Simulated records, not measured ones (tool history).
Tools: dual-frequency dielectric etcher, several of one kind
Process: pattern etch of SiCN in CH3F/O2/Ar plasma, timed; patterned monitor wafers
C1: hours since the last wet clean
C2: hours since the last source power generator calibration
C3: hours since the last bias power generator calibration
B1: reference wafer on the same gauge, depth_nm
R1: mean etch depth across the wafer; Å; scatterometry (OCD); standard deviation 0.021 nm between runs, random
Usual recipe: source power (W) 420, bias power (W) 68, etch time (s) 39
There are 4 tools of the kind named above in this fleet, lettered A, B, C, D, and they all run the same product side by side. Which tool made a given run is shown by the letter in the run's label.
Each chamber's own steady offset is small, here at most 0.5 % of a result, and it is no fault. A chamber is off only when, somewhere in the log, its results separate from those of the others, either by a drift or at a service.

{"run": "1B", "day": 0.25, "source power (W)": 420, "bias power (W)": 68, "etch time (s)": 39, "C1": 65.4, "C2": 3922.2, "C3": 2058.9, "B1": 12.101, "R1": 146.5}
{"run": "2A", "day": 0.662, "source power (W)": 420, "bias power (W)": 68, "etch time (s)": 39, "C1": 586.3, "C2": 2105.8, "C3": 1383.4, "B1": 12.089, "R1": 145.54}
{"run": "3D", "day": 0.975, "source power (W)": 420, "bias power (W)": 68, "etch time (s)": 39, "C1": 529.4, "C2": 88.8, "C3": 2339.5, "B1": 12.09, "R1": 145.71}
{"run": "4C", "day": 1.225, "source power (W)": 420, "bias power (W)": 68, "etch time (s)": 39, "C1": 91.3, "C2": 4305.1, "C3": 727.5, "B1": 12.093, "R1": 145.97}
{"day": 1.317, "done": "chamber D: wet clean of the chamber"}
{"run": "5A", "day": 1.6, "source power (W)": 420, "bias power (W)": 68, "etch time (s)": 39, "C1": 608.8, "C2": 2128.3, "C3": 1405.9, "B1": 12.089, "R1": 145.48}
{"run": "6D", "day": 1.912, "source power (W)": 420, "bias power (W)": 68, "etch time (s)": 39, "C1": 14.4, "C2": 111.3, "C3": 2362, "B1": 12.083, "R1": 145.72}
{"run": "7B", "day": 2.388, "source power (W)": 420, "bias power (W)": 68, "etch time (s)": 39, "C1": 116.7, "C2": 3973.5, "C3": 2110.2, "B1": 12.081, "R1": 145.89}
{"day": 2.562, "done": "chamber B: source power generator calibrated"}
{"run": "8C", "day": 2.833, "source power (W)": 420, "bias power (W)": 68, "etch time (s)": 39, "C1": 129.9, "C2": 4343.7, "C3": 766.1, "B1": 12.077, "R1": 145.73}
{"run": "9B", "day": 3.108, "source power (W)": 420, "bias power (W)": 68, "etch time (s)": 39, "C1": 134, "C2": 13.2, "C3": 2127.5, "B1": 12.076, "R1": 146.41}
{"day": 3.462, "done": "chamber A: wet clean of the chamber"}
{"run": "10D", "day": 3.479, "source power (W)": 420, "bias power (W)": 68, "etch time (s)": 39, "C1": 52, "C2": 148.9, "C3": 2399.6, "B1": 12.074, "R1": 145.42}
{"run": "11A", "day": 3.75, "source power (W)": 420, "bias power (W)": 68, "etch time (s)": 39, "C1": 7, "C2": 2179.9, "C3": 1457.5, "B1": 12.07, "R1": 145.25}
{"run": "12C", "day": 4.254, "source power (W)": 420, "bias power (W)": 68, "etch time (s)": 39, "C1": 164, "C2": 4377.8, "C3": 800.2, "B1": 12.067, "R1": 145.51}
{"run": "13B", "day": 4.55, "source power (W)": 420, "bias power (W)": 68, "etch time (s)": 39, "C1": 168.6, "C2": 47.8, "C3": 2162.1, "B1": 12.066, "R1": 146.31}
{"day": 4.671, "done": "chamber C: source power generator calibrated"}
{"run": "14C", "day": 4.979, "source power (W)": 420, "bias power (W)": 68, "etch time (s)": 39, "C1": 181.4, "C2": 7.4, "C3": 817.6, "B1": 12.06, "R1": 145.4}
{"run": "15D", "day": 5.362, "source power (W)": 390, "bias power (W)": 58, "etch time (s)": 39, "C1": 97.2, "C2": 194.1, "C3": 2444.8, "B1": 12.059, "R1": 133.6}
{"run": "16A", "day": 5.862, "source power (W)": 390, "bias power (W)": 58, "etch time (s)": 39, "C1": 57.7, "C2": 2230.6, "C3": 1508.2, "B1": 12.053, "R1": 133.64}
{"run": "17C", "day": 6.192, "source power (W)": 390, "bias power (W)": 58, "etch time (s)": 39, "C1": 210.5, "C2": 36.5, "C3": 846.7, "B1": 12.056, "R1": 133.23}
{"run": "18A", "day": 6.625, "source power (W)": 390, "bias power (W)": 58, "etch time (s)": 39, "C1": 76, "C2": 2248.9, "C3": 1526.5, "B1": 12.052, "R1": 133.65}
{"run": "19B", "day": 6.892, "source power (W)": 420, "bias power (W)": 68, "etch time (s)": 50, "C1": 224.8, "C2": 104, "C3": 2218.3, "B1": 12.048, "R1": 186.76}
{"run": "20D", "day": 7.333, "source power (W)": 420, "bias power (W)": 68, "etch time (s)": 50, "C1": 144.5, "C2": 241.4, "C3": 2492.1, "B1": 12.043, "R1": 186.16}
{"run": "21D", "day": 7.692, "source power (W)": 420, "bias power (W)": 68, "etch time (s)": 50, "C1": 153.1, "C2": 250, "C3": 2500.7, "B1": 12.036, "R1": 186.14}
{"run": "22C", "day": 7.979, "source power (W)": 420, "bias power (W)": 68, "etch time (s)": 50, "C1": 253.4, "C2": 79.4, "C3": 889.6, "B1": 12.036, "R1": 186.29}
{"run": "23B", "day": 8.446, "source power (W)": 420, "bias power (W)": 68, "etch time (s)": 39, "C1": 262.1, "C2": 141.3, "C3": 2255.6, "B1": 12.035, "R1": 145.52}
{"run": "24A", "day": 8.962, "source power (W)": 420, "bias power (W)": 52, "etch time (s)": 39, "C1": 132.1, "C2": 2305, "C3": 1582.6, "B1": 12.025, "R1": 132.56}

Next, all 4 chambers run the settings below, one line each with question marks for the results. What does each chamber give?
{"run": "25A", "day": 9.338, "source power (W)": 420, "bias power (W)": 68, "etch time (s)": 39, "R1": "?"}
{"run": "25B", "day": 9.338, "source power (W)": 420, "bias power (W)": 68, "etch time (s)": 39, "R1": "?"}
{"run": "25C", "day": 9.338, "source power (W)": 420, "bias power (W)": 68, "etch time (s)": 39, "R1": "?"}
{"run": "25D", "day": 9.338, "source power (W)": 420, "bias power (W)": 68, "etch time (s)": 39, "R1": "?"}

run=25A R1=145.35
run=25B R1=145.6
run=25C R1=144.7
run=25D R1=144.85
